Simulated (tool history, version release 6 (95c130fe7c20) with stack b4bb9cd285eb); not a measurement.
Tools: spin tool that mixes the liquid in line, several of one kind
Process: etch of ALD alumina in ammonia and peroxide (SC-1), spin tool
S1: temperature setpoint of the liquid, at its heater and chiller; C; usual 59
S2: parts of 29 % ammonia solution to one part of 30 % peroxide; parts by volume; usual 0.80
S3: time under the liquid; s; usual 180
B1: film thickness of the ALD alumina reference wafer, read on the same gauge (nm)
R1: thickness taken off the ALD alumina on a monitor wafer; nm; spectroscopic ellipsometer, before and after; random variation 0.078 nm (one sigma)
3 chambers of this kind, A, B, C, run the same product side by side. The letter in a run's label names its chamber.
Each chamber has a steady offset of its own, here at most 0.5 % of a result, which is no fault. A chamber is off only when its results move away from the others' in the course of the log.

Run 1C, hour 7.0: usual settings; B1 149.96. Result: R1 12.6880 nm.
Run 2B, hour 11.5: usual settings; B1 150.00. Result: R1 12.6380 nm.
Run 3A, hour 15.8: usual settings; B1 150.01. Result: R1 12.6160 nm.
Run 4A, hour 21.7: usual settings; B1 150.00. Result: R1 12.5290 nm.
Run 5C, hour 29.2: usual settings; B1 149.98. Result: R1 12.5250 nm.
Run 6B, hour 35.0: usual settings; B1 150.00. Result: R1 12.3690 nm.
Run 7A, hour 41.5: usual settings; B1 150.01. Result: R1 12.5950 nm.
Run 8C, hour 49.4: usual settings; B1 150.02. Result: R1 12.5650 nm.
Run 9B, hour 57.3: usual settings; B1 150.03. Result: R1 12.2280 nm.
Run 10B, hour 65.3: usual settings; B1 149.97. Result: R1 12.3550 nm.
Run 11C, hour 74.0: usual settings; B1 150.00. Result: R1 12.6590 nm.
Run 12A, hour 79.4: usual settings; B1 150.01. Result: R1 12.5780 nm.
Run 13C, hour 87.0: usual settings; B1 149.99. Result: R1 12.7090 nm.
Run 14A, hour 92.2: usual settings; B1 150.00. Result: R1 12.8090 nm.
Run 15B, hour 96.8: usual settings; B1 150.00. Result: R1 12.1960 nm.
Run 16C, hour 102.6: usual settings but S2 1.15 parts by volume; B1 149.98. Result: R1 13.0080 nm.
Run 17A, hour 109.4: usual settings but S2 1.15 parts by volume; B1 149.99. Result: R1 13.0710 nm.
Run 18B, hour 118.1: usual settings but S2 1.15 parts by volume; B1 149.98. Result: R1 12.4730 nm.
Run 19C, hour 126.9: usual settings; B1 150.02. Result: R1 12.6710 nm.
Run 20B, hour 130.9: usual settings but S1 53 C, S2 0.55 parts by volume; B1 150.01. Result: R1 8.4073 nm.
Run 21A, hour 138.9: usual settings but S1 53 C, S2 0.55 parts by volume; B1 150.01. Result: R1 8.9066 nm.
Run 22B, hour 146.7: usual settings but S1 53 C, S2 0.55 parts by volume; B1 150.00. Result: R1 8.3764 nm.
Run 23C, hour 154.0: usual settings; B1 150.02. Result: R1 12.6060 nm.
Run 24A, hour 158.8: usual settings; B1 150.01. Result: R1 12.5350 nm.

What goes on in this fleet: one chamber off, a drifting gauge, or nothing beyond the chambers' own small offsets? Name the chamber and the cause, if any.

Chamber B drifts away from the others.
Cause: temperature lost on the way to the wafer (K) = 1.37.
The log may not tell that from: liquid colder than its thermometer reads (K).

Here are 4 candidates for chamber B's next run, each the usual settings with a change, their results left as question marks. Which one brings its results back in line with what the others give on the usual settings?
In line means no further than this from the other chambers' mean on the usual settings: R1 0.2700 nm
Run 25B-1, hour 165.2: usual settings but S1 57.5 C. Result: R1 ?.
Run 25B-2, hour 165.2: usual settings but S1 60.0 C, S3 195 s. Result: R1 ?.
Run 25B-3, hour 165.2: usual settings but S3 195 s. Result: R1 ?.
Run 25B-4, hour 165.2: usual settings but S1 58.0 C, S3 165 s. Result: R1 ?.

The other chambers' mean on the usual settings: R1 12.6210 nm
  run       R1
25B-1  10.7700
25B-2  13.2680
25B-3  12.6090
25B-4  10.1300
25B-3 brings the chamber back in line.
